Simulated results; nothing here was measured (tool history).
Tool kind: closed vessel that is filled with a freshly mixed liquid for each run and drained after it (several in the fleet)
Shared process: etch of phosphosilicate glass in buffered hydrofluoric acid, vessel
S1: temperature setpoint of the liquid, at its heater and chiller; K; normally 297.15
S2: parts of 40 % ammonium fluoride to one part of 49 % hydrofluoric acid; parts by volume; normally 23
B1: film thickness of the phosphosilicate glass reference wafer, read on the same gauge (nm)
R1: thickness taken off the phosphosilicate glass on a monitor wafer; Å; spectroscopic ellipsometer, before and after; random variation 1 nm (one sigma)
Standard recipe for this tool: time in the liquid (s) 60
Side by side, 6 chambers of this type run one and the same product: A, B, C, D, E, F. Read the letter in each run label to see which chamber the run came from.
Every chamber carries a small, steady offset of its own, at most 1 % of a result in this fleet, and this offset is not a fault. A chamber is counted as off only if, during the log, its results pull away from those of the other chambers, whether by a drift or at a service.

Run 1A, day 0.204: usual settings; B1 99.997. Result: R1 2078.6 Å.
Run 2E, day 0.412: usual settings; B1 99.998. Result: R1 2089.5 Å.
Run 3C, day 0.558: usual settings; B1 100.02. Result: R1 2088.6 Å.
Run 4B, day 0.771: usual settings; B1 100. Result: R1 2048.9 Å.
Run 5F, day 0.904: usual settings; B1 100.03. Result: R1 2087.5 Å.
Run 6D, day 1.071: usual settings; B1 100.02. Result: R1 2065.8 Å.
Run 7A, day 1.254: usual settings; B1 99.997. Result: R1 2057.1 Å.
Run 8B, day 1.442: usual settings; B1 99.99. Result: R1 2048 Å.
Run 9C, day 1.65: usual settings; B1 100.03. Result: R1 2099.3 Å.
Run 10F, day 1.808: usual settings but S2 26.5 parts by volume; B1 100.02. Result: R1 1863.3 Å.
Run 11E, day 1.942: usual settings but S2 26.5 parts by volume; B1 100.04. Result: R1 1877.4 Å.
Run 12D, day 2.154: usual settings but S2 26.5 parts by volume; B1 99.999. Result: R1 1891 Å.
Run 13A, day 2.296: usual settings but S2 26.5 parts by volume; B1 100.01. Result: R1 1858.4 Å.
Run 14D, day 2.438: usual settings but S2 26.5 parts by volume; B1 100.02. Result: R1 1886.6 Å.
Run 15E, day 2.583: usual settings but S2 26.5 parts by volume; B1 99.995. Result: R1 1886.2 Å.
Run 16F, day 2.725: usual settings; B1 99.979. Result: R1 2065.8 Å.
Run 17B, day 2.892: usual settings; B1 100.01. Result: R1 2033.8 Å.
Run 18C, day 2.992: usual settings; B1 100. Result: R1 2089.9 Å.
Run 19F, day 3.171: usual settings; B1 100.04. Result: R1 2073.6 Å.
At day 3.212: chamber F: hydrofluoric acid flow meter replaced.
Run 20C, day 3.271: usual settings; B1 99.96. Result: R1 2083.1 Å.
Run 21E, day 3.392: usual settings; B1 99.965. Result: R1 2094.5 Å.
Run 22A, day 3.496: usual settings; B1 100.03. Result: R1 2042.5 Å.
Run 23B, day 3.646: usual settings; B1 99.978. Result: R1 2002.5 Å.
Run 24D, day 3.746: usual settings; B1 100.02. Result: R1 2064.3 Å.
Run 25A, day 3.954: usual settings but S1 295.15 K, time in the liquid (s) 40; B1 100.02. Result: R1 1232.5 Å.
At day 3.962: chamber E: hydrofluoric acid flow meter replaced.
Run 26B, day 4.133: usual settings but S1 295.15 K, time in the liquid (s) 40; B1 99.994. Result: R1 1188.5 Å.
Run 27F, day 4.242: usual settings but S1 295.15 K, time in the liquid (s) 40; B1 100.02. Result: R1 1232.6 Å.
Run 28C, day 4.438: usual settings but S1 295.15 K, time in the liquid (s) 40; B1 100.04. Result: R1 1252.4 Å.
Run 29E, day 4.642: usual settings but S1 295.15 K, time in the liquid (s) 40; B1 100.02. Result: R1 1242.7 Å.
Run 30D, day 4.804: usual settings but S1 295.15 K, time in the liquid (s) 40; B1 99.996. Result: R1 1238.9 Å.
Run 31E, day 4.958: usual settings; B1 100.01. Result: R1 2066.7 Å.
Run 32F, day 5.067: usual settings but S1 294.15 K; B1 100. Result: R1 1747.6 Å.
Run 33D, day 5.267: usual settings but S1 294.15 K; B1 99.986. Result: R1 1745.3 Å.
Run 34B, day 5.375: usual settings but S1 294.15 K; B1 99.985. Result: R1 1659 Å.
Run 35C, day 5.533: usual settings but S1 294.15 K; B1 100. Result: R1 1760.5 Å.
Run 36A, day 5.688: usual settings but S1 294.15 K; B1 99.989. Result: R1 1767.7 Å.
Run 37B, day 5.829: usual settings but S1 294.15 K; B1 100.02. Result: R1 1669.7 Å.
Run 38D, day 5.933: usual settings; B1 99.977. Result: R1 2068.6 Å.
Run 39F, day 6.104: usual settings; B1 99.991. Result: R1 2060.7 Å.
At day 6.2: chamber E: thermometer replaced.
Run 40C, day 6.233: usual settings; B1 100.04. Result: R1 2078.6 Å.
Run 41E, day 6.421: usual settings; B1 100.01. Result: R1 2071.5 Å.

Has any chamber moved away from the others, gradually or after a service, or does the common gauge drift, or do the chambers differ only by their own small steady offsets? State the chamber and the most likely cause if one applies.

One chamber, B, drifts off from the rest bit by bit.
Likeliest cause: liquid colder than its thermometer reads (K) = 0.964.
The log may not tell that from: hydrofluoric acid flow below the setpoint (%).

Chamber B could run next with any of the 4 candidate recipes listed below; each alters the usual settings, and their results appear as question marks. Which one brings its results back in line with what the other chambers deliver on the usual settings?
In-line tolerance around the mean of the other chambers on the usual settings: R1 36 Å
Run 42B-1, day 6.571: usual settings but S1 297.65 K, S2 22 parts by volume. Result: R1 ?.
Run 42B-2, day 6.571: usual settings but S2 24 parts by volume. Result: R1 ?.
Run 42B-3, day 6.571: usual settings but S2 25 parts by volume. Result: R1 ?.
Run 42B-4, day 6.571: usual settings but S1 297.65 K. Result: R1 ?.

The mean the other chambers reach with the usual settings: R1 2074.8 Å
  run      R1
42B-1  2067.6
42B-2    1894
42B-3  1841.3
42B-4    2005
42B-1 is the one that brings the chamber's results back in line with the other chambers.
